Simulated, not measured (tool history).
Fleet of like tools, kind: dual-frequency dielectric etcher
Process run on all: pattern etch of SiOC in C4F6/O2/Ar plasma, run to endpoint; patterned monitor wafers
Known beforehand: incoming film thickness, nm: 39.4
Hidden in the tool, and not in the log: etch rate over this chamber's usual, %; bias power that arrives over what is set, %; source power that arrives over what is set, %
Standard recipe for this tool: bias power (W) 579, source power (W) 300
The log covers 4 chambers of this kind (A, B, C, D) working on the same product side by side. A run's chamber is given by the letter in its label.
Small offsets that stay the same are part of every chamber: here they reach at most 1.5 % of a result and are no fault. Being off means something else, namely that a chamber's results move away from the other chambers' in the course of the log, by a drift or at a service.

run,hour,bias power (W),source power (W),hours since the last wet clean,hours since the last bias power generator calibration,hours since the last source power generator calibration,endpoint time (s)
1D,4.8,579,300,455.0,398.7,1351.5,14.003
2C,11.0,579,300,200.0,2516.8,2789.0,14.075
3A,18.7,579,300,141.5,761.2,476.0,13.925
4B,29.2,579,300,480.7,2686.8,4103.4,13.984
5B,35.5,579,300,487.0,2693.1,4109.7,13.912
# hour 43.0: chamber B: source power generator calibrated
6C,43.5,579,300,232.5,2549.3,2821.5,14.103
# hour 46.3: chamber B: wet clean of the chamber
7D,49.0,579,300,499.2,442.9,1395.7,14.088
8A,54.7,579,300,177.5,797.2,512.0,13.859
# hour 60.6: chamber D: wet clean of the chamber
9B,61.9,527,240,15.7,2719.5,19.0,15.769
10C,71.5,527,240,260.5,2577.3,2849.5,16.018
11D,77.2,527,240,16.6,471.1,1423.9,15.817
12A,83.4,527,240,206.2,825.9,540.7,15.633
13D,91.4,579,300,30.8,485.3,1438.1,14.183
14B,100.0,579,300,53.8,2757.6,57.1,14.059
15A,105.7,579,300,228.5,848.2,563.0,13.762
16C,113.5,579,300,302.5,2619.3,2891.5,14.134
17C,123.1,579,300,312.1,2628.9,2901.1,14.203
18A,132.1,685,250,254.9,874.6,589.4,13.865
19D,137.3,685,250,76.7,531.2,1484.0,14.147
20B,145.1,685,250,98.9,2802.7,102.2,13.967
21B,151.5,685,250,105.3,2809.1,108.6,13.810
22C,160.2,579,300,349.2,2666.0,2938.2,14.218
23D,165.8,579,300,105.2,559.7,1512.5,13.983
24A,172.8,579,300,295.6,915.3,630.1,13.833
# hour 175.1: chamber C: wet clean of the chamber
25A,183.1,720,300,305.9,925.6,640.4,12.862
26B,193.0,720,300,146.8,2850.6,150.1,12.815
27D,199.5,720,300,138.9,593.4,1546.2,12.822
28C,209.8,720,300,34.8,2715.6,2987.8,12.854
29A,217.8,579,300,340.6,960.3,675.1,13.979
30D,226.2,579,300,165.6,620.1,1572.9,14.088
31C,231.6,579,300,56.6,2737.4,3009.6,14.039
32B,238.5,579,300,192.3,2896.1,195.6,14.053
33B,247.9,579,300,201.7,2905.5,205.0,14.089
34A,253.3,579,300,376.1,995.8,710.6,13.872
35C,260.3,579,300,85.3,2766.1,3038.3,14.080
36D,269.4,579,300,208.8,663.3,1616.1,14.078
37B,279.3,579,300,233.1,2936.9,236.4,13.891
38A,289.2,579,300,412.0,1031.7,746.5,13.926
39D,297.4,579,300,236.8,691.3,1644.1,14.094
40C,306.8,659,300,131.8,2812.6,3084.8,13.433

Which is it: a chamber that has drifted or been left off by a service, a gauge drift common to all chambers, or only each chamber's usual small offset? If a chamber is off, name it and its likeliest cause.

Beyond each chamber's small constant offset nothing stands out, and the gauge stays steady.
